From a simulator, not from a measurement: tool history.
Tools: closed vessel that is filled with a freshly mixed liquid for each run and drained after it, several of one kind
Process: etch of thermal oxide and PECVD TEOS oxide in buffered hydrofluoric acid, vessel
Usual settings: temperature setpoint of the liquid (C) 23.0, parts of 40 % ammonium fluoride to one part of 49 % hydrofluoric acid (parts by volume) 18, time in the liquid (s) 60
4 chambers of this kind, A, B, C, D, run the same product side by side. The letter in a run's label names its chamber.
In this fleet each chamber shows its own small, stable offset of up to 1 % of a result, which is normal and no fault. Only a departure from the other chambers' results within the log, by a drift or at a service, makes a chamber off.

| run | day | temperature setpoint of the liquid (C) | parts of 40 % ammonium fluoride to one part of 49 % hydrofluoric acid (parts by volume) | time in the liquid (s) | read-back film thickness of the thermal oxide reference wafer, read on the same gauge (nm) | read-back film thickness of the PECVD TEOS oxide reference wafer, read on the same gauge (nm) | thickness taken off the thermal oxide on a monitor wafer (angstrom) | thickness taken off the PECVD TEOS oxide on a monitor wafer (angstrom) |
|---|---|---|---|---|---|---|---|---|
| 1D | 0.354 | 23.0 | 18 | 60 | 150.00 | 30.024 | 355.82 | 391.43 |
| 2A | 0.900 | 23.0 | 18 | 60 | 150.00 | 30.006 | 354.62 | 396.58 |
| 3B | 1.158 | 23.0 | 18 | 60 | 150.00 | 30.023 | 356.74 | 395.64 |
| 4C | 1.738 | 23.0 | 18 | 60 | 149.98 | 30.029 | 355.97 | 398.88 |
| 5B | 2.138 | 19.5 | 18 | 60 | 150.02 | 30.023 | 296.81 | 326.41 |
| 6C | 2.658 | 19.5 | 18 | 60 | 150.06 | 29.965 | 293.01 | 321.89 |
| 7A | 3.004 | 19.5 | 18 | 60 | 150.00 | 29.992 | 291.04 | 322.45 |
| 8D | 3.525 | 19.5 | 18 | 60 | 149.99 | 30.015 | 292.10 | 328.93 |
| 9C | 3.788 | 23.0 | 22 | 60 | 149.97 | 29.998 | 303.41 | 331.73 |
| 10B | 4.192 | 23.0 | 22 | 60 | 149.99 | 29.998 | 300.96 | 331.26 |
| 11A | 4.650 | 23.0 | 22 | 60 | 149.99 | 30.046 | 300.37 | 332.25 |
| 12D | 5.254 | 23.0 | 22 | 60 | 149.99 | 30.017 | 301.99 | 335.65 |
| 13A | 5.846 | 23.0 | 18 | 60 | 150.00 | 30.035 | 356.26 | 398.42 |
| 14D | 6.229 | 23.0 | 18 | 95 | 150.04 | 29.989 | 562.87 | 625.91 |
| 15C | 6.567 | 23.0 | 18 | 95 | 149.97 | 29.969 | 569.85 | 634.40 |
| 16B | 7.112 | 23.0 | 18 | 95 | 150.00 | 29.961 | 556.21 | 634.05 |
| 17B | 7.650 | 23.0 | 18 | 95 | 149.98 | 30.012 | 566.93 | 631.73 |
| 18D | 8.138 | 23.0 | 18 | 60 | 149.97 | 30.021 | 353.32 | 395.44 |
| 19C | 8.583 | 23.0 | 18 | 60 | 150.00 | 30.031 | 352.29 | 396.53 |
| 20A | 9.129 | 23.0 | 18 | 60 | 149.99 | 29.968 | 354.80 | 401.18 |
| 21C | 9.400 | 23.0 | 18 | 60 | 150.03 | 29.981 | 359.00 | 394.31 |
| 22D | 9.679 | 23.0 | 18 | 60 | 150.05 | 30.008 | 356.25 | 393.43 |
| 23B | 10.058 | 23.0 | 18 | 60 | 149.98 | 29.999 | 353.93 | 399.62 |
| 24A | 10.512 | 23.0 | 18 | 80 | 149.99 | 30.037 | 471.89 | 524.96 |
|  | 10.871 | chamber B: hydrofluoric acid flow meter replaced |
| 25B | 11.058 | 23.0 | 18 | 80 | 150.00 | 30.022 | 472.22 | 528.78 |
| 26D | 11.504 | 23.0 | 18 | 80 | 150.01 | 29.993 | 475.09 | 531.78 |
| 27A | 11.946 | 23.0 | 18 | 80 | 150.00 | 30.017 | 473.51 | 520.07 |

The same settings go to every chamber for the next run, one line per chamber below. Forecast the results for each:
| 28A | 12.379 | 23.0 | 18 | 60 |  |  | ? | ? |
| 28B | 12.379 | 23.0 | 18 | 60 |  |  | ? | ? |
| 28C | 12.379 | 23.0 | 18 | 60 |  |  | ? | ? |
| 28D | 12.379 | 23.0 | 18 | 60 |  |  | ? | ? |

| run | thickness taken off the thermal oxide on a monitor wafer (angstrom) | thickness taken off the PECVD TEOS oxide on a monitor wafer (angstrom) |
|---|---|---|
| 28A | 354.37 | 402.40 |
| 28B | 355.37 | 395.27 |
| 28C | 355.95 | 394.80 |
| 28D | 355.19 | 393.11 |

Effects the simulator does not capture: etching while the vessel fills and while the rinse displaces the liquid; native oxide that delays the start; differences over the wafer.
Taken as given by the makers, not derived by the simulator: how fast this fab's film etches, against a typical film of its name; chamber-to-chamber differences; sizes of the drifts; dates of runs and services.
